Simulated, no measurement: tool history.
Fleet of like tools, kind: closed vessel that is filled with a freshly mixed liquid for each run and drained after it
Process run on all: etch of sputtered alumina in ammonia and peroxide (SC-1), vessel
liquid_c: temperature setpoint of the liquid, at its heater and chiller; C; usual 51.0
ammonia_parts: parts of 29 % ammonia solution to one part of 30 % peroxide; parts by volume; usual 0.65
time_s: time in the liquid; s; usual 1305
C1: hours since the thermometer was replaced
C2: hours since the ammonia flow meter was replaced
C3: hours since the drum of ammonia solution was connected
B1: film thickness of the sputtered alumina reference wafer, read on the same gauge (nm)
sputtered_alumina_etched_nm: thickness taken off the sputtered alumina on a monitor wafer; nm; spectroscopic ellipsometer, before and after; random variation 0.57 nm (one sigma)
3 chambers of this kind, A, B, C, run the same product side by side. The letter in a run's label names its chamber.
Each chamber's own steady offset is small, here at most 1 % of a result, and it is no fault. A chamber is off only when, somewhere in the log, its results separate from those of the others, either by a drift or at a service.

{"run": "1B", "hour": 7.1, "liquid_c": 51.0, "ammonia_parts": 0.65, "time_s": 1305, "C1": 303.0, "C2": 552.7, "C3": 166.9, "B1": 59.993, "sputtered_alumina_etched_nm": 58.607}
{"run": "2A", "hour": 14.6, "liquid_c": 51.0, "ammonia_parts": 0.65, "time_s": 1305, "C1": 1014.8, "C2": 793.6, "C3": 655.1, "B1": 60.002, "sputtered_alumina_etched_nm": 57.776}
{"run": "3C", "hour": 23.9, "liquid_c": 51.0, "ammonia_parts": 0.65, "time_s": 1305, "C1": 172.3, "C2": 1601.2, "C3": 175.1, "B1": 60.01, "sputtered_alumina_etched_nm": 57.028}
{"run": "4C", "hour": 34.9, "liquid_c": 51.0, "ammonia_parts": 0.65, "time_s": 1305, "C1": 183.3, "C2": 1612.2, "C3": 186.1, "B1": 59.983, "sputtered_alumina_etched_nm": 57.1}
{"run": "5A", "hour": 44.7, "liquid_c": 51.0, "ammonia_parts": 0.65, "time_s": 1305, "C1": 1044.9, "C2": 823.7, "C3": 685.2, "B1": 59.994, "sputtered_alumina_etched_nm": 58.325}
{"run": "6B", "hour": 50.4, "liquid_c": 51.0, "ammonia_parts": 0.65, "time_s": 1305, "C1": 346.3, "C2": 596.0, "C3": 210.2, "B1": 59.994, "sputtered_alumina_etched_nm": 58.334}
{"run": "7A", "hour": 57.4, "liquid_c": 51.0, "ammonia_parts": 0.65, "time_s": 1305, "C1": 1057.6, "C2": 836.4, "C3": 697.9, "B1": 60.004, "sputtered_alumina_etched_nm": 58.111}
{"run": "8B", "hour": 64.0, "liquid_c": 51.0, "ammonia_parts": 0.65, "time_s": 1305, "C1": 359.9, "C2": 609.6, "C3": 223.8, "B1": 59.978, "sputtered_alumina_etched_nm": 57.536}
{"run": "9C", "hour": 69.7, "liquid_c": 51.0, "ammonia_parts": 0.65, "time_s": 1305, "C1": 218.1, "C2": 1647.0, "C3": 220.9, "B1": 59.982, "sputtered_alumina_etched_nm": 57.835}
{"run": "10A", "hour": 78.5, "liquid_c": 51.0, "ammonia_parts": 0.65, "time_s": 1305, "C1": 1078.7, "C2": 857.5, "C3": 719.0, "B1": 60.007, "sputtered_alumina_etched_nm": 57.979}
{"run": "11B", "hour": 84.7, "liquid_c": 51.0, "ammonia_parts": 0.65, "time_s": 1305, "C1": 380.6, "C2": 630.3, "C3": 244.5, "B1": 59.996, "sputtered_alumina_etched_nm": 57.365}
{"run": "12C", "hour": 93.9, "liquid_c": 51.0, "ammonia_parts": 0.65, "time_s": 1305, "C1": 242.3, "C2": 1671.2, "C3": 245.1, "B1": 60.014, "sputtered_alumina_etched_nm": 58.303}
{"run": "13B", "hour": 104.1, "liquid_c": 51.0, "ammonia_parts": 0.65, "time_s": 1305, "C1": 400.0, "C2": 649.7, "C3": 263.9, "B1": 60.001, "sputtered_alumina_etched_nm": 58.366}
{"hour": 105.6, "done": "chamber B: new drum of ammonia solution connected"}
{"run": "14C", "hour": 112.8, "liquid_c": 51.0, "ammonia_parts": 0.65, "time_s": 1305, "C1": 261.2, "C2": 1690.1, "C3": 264.0, "B1": 60.01, "sputtered_alumina_etched_nm": 58.593}
{"run": "15A", "hour": 123.6, "liquid_c": 51.0, "ammonia_parts": 0.65, "time_s": 1305, "C1": 1123.8, "C2": 902.6, "C3": 764.1, "B1": 59.999, "sputtered_alumina_etched_nm": 58.187}
{"run": "16B", "hour": 132.2, "liquid_c": 51.0, "ammonia_parts": 0.65, "time_s": 1305, "C1": 428.1, "C2": 677.8, "C3": 26.7, "B1": 60.015, "sputtered_alumina_etched_nm": 57.884}
{"run": "17C", "hour": 143.1, "liquid_c": 51.0, "ammonia_parts": 0.65, "time_s": 1305, "C1": 291.5, "C2": 1720.4, "C3": 294.3, "B1": 59.991, "sputtered_alumina_etched_nm": 56.783}
{"run": "18A", "hour": 153.5, "liquid_c": 51.0, "ammonia_parts": 0.65, "time_s": 1305, "C1": 1153.7, "C2": 932.5, "C3": 794.0, "B1": 59.992, "sputtered_alumina_etched_nm": 58.272}
{"hour": 161.0, "done": "chamber A: ammonia flow meter replaced"}
{"run": "19B", "hour": 164.5, "liquid_c": 51.0, "ammonia_parts": 0.65, "time_s": 1305, "C1": 460.4, "C2": 710.1, "C3": 59.0, "B1": 59.992, "sputtered_alumina_etched_nm": 58.396}
{"hour": 165.9, "done": "chamber C: new drum of ammonia solution connected"}
{"run": "20A", "hour": 172.4, "liquid_c": 51.0, "ammonia_parts": 0.65, "time_s": 1305, "C1": 1172.6, "C2": 11.4, "C3": 812.9, "B1": 59.991, "sputtered_alumina_etched_nm": 57.926}
{"run": "21C", "hour": 183.2, "liquid_c": 51.0, "ammonia_parts": 0.65, "time_s": 1305, "C1": 331.6, "C2": 1760.5, "C3": 17.3, "B1": 60.011, "sputtered_alumina_etched_nm": 56.772}
{"run": "22C", "hour": 190.2, "liquid_c": 51.0, "ammonia_parts": 0.65, "time_s": 1305, "C1": 338.6, "C2": 1767.5, "C3": 24.3, "B1": 60.001, "sputtered_alumina_etched_nm": 58.287}
{"run": "23A", "hour": 198.5, "liquid_c": 51.0, "ammonia_parts": 0.65, "time_s": 1305, "C1": 1198.7, "C2": 37.5, "C3": 839.0, "B1": 60.001, "sputtered_alumina_etched_nm": 57.454}
{"run": "24B", "hour": 207.5, "liquid_c": 51.0, "ammonia_parts": 0.65, "time_s": 835, "C1": 503.4, "C2": 753.1, "C3": 102.0, "B1": 59.984, "sputtered_alumina_etched_nm": 38.265}
{"run": "25C", "hour": 217.9, "liquid_c": 51.0, "ammonia_parts": 0.65, "time_s": 835, "C1": 366.3, "C2": 1795.2, "C3": 52.0, "B1": 59.982, "sputtered_alumina_etched_nm": 37.54}
{"run": "26A", "hour": 223.6, "liquid_c": 51.0, "ammonia_parts": 0.65, "time_s": 835, "C1": 1223.8, "C2": 62.6, "C3": 864.1, "B1": 60.014, "sputtered_alumina_etched_nm": 37.676}
{"run": "27B", "hour": 235.3, "liquid_c": 51.0, "ammonia_parts": 0.65, "time_s": 1305, "C1": 531.2, "C2": 780.9, "C3": 129.8, "B1": 59.989, "sputtered_alumina_etched_nm": 60.361}
{"run": "28B", "hour": 243.6, "liquid_c": 51.0, "ammonia_parts": 0.65, "time_s": 1305, "C1": 539.5, "C2": 789.2, "C3": 138.1, "B1": 60.006, "sputtered_alumina_etched_nm": 60.45}
{"run": "29C", "hour": 252.5, "liquid_c": 51.0, "ammonia_parts": 0.65, "time_s": 1305, "C1": 400.9, "C2": 1829.8, "C3": 86.6, "B1": 60.013, "sputtered_alumina_etched_nm": 56.883}
{"run": "30A", "hour": 258.5, "liquid_c": 51.0, "ammonia_parts": 0.65, "time_s": 1305, "C1": 1258.7, "C2": 97.5, "C3": 899.0, "B1": 60.009, "sputtered_alumina_etched_nm": 59.492}
{"run": "31A", "hour": 265.4, "liquid_c": 51.0, "ammonia_parts": 0.65, "time_s": 1305, "C1": 1265.6, "C2": 104.4, "C3": 905.9, "B1": 60.013, "sputtered_alumina_etched_nm": 57.478}
{"run": "32B", "hour": 271.4, "liquid_c": 51.0, "ammonia_parts": 0.65, "time_s": 1305, "C1": 567.3, "C2": 817.0, "C3": 165.9, "B1": 60.004, "sputtered_alumina_etched_nm": 61.496}
{"run": "33C", "hour": 280.4, "liquid_c": 46.5, "ammonia_parts": 0.85, "time_s": 1305, "C1": 428.8, "C2": 1857.7, "C3": 114.5, "B1": 59.992, "sputtered_alumina_etched_nm": 46.595}
{"run": "34B", "hour": 291.2, "liquid_c": 46.5, "ammonia_parts": 0.85, "time_s": 1305, "C1": 587.1, "C2": 836.8, "C3": 185.7, "B1": 59.993, "sputtered_alumina_etched_nm": 48.784}
{"run": "35C", "hour": 301.2, "liquid_c": 46.5, "ammonia_parts": 0.85, "time_s": 1305, "C1": 449.6, "C2": 1878.5, "C3": 135.3, "B1": 59.996, "sputtered_alumina_etched_nm": 45.718}
{"run": "36A", "hour": 306.6, "liquid_c": 46.5, "ammonia_parts": 0.9, "time_s": 1305, "C1": 1306.8, "C2": 145.6, "C3": 947.1, "B1": 59.984, "sputtered_alumina_etched_nm": 46.493}
{"run": "37C", "hour": 313.2, "liquid_c": 46.5, "ammonia_parts": 0.9, "time_s": 1305, "C1": 461.6, "C2": 1890.5, "C3": 147.3, "B1": 60.012, "sputtered_alumina_etched_nm": 46.035}
{"run": "38B", "hour": 322.5, "liquid_c": 46.5, "ammonia_parts": 0.9, "time_s": 1305, "C1": 618.4, "C2": 868.1, "C3": 217.0, "B1": 59.997, "sputtered_alumina_etched_nm": 50.656}
{"run": "39A", "hour": 329.7, "liquid_c": 51.0, "ammonia_parts": 0.65, "time_s": 1305, "C1": 1329.9, "C2": 168.7, "C3": 970.2, "B1": 60.0, "sputtered_alumina_etched_nm": 58.262}
{"run": "40A", "hour": 335.8, "liquid_c": 51.0, "ammonia_parts": 0.65, "time_s": 1305, "C1": 1336.0, "C2": 174.8, "C3": 976.3, "B1": 59.989, "sputtered_alumina_etched_nm": 56.982}
{"run": "41B", "hour": 344.2, "liquid_c": 51.0, "ammonia_parts": 0.65, "time_s": 1305, "C1": 640.1, "C2": 889.8, "C3": 238.7, "B1": 60.0, "sputtered_alumina_etched_nm": 61.32}
{"run": "42C", "hour": 354.8, "liquid_c": 51.0, "ammonia_parts": 0.65, "time_s": 1305, "C1": 503.2, "C2": 1932.1, "C3": 188.9, "B1": 60.005, "sputtered_alumina_etched_nm": 57.649}

The same settings go to every chamber for the next run, one line per chamber below. Forecast the results for each:
{"run": "43A", "hour": 363.3, "liquid_c": 51.0, "ammonia_parts": 0.65, "time_s": 1305, "sputtered_alumina_etched_nm": "?"}
{"run": "43B", "hour": 363.3, "liquid_c": 51.0, "ammonia_parts": 0.65, "time_s": 1305, "sputtered_alumina_etched_nm": "?"}
{"run": "43C", "hour": 363.3, "liquid_c": 51.0, "ammonia_parts": 0.65, "time_s": 1305, "sputtered_alumina_etched_nm": "?"}

run=43A sputtered_alumina_etched_nm=57.489
run=43B sputtered_alumina_etched_nm=62.339
run=43C sputtered_alumina_etched_nm=57.132
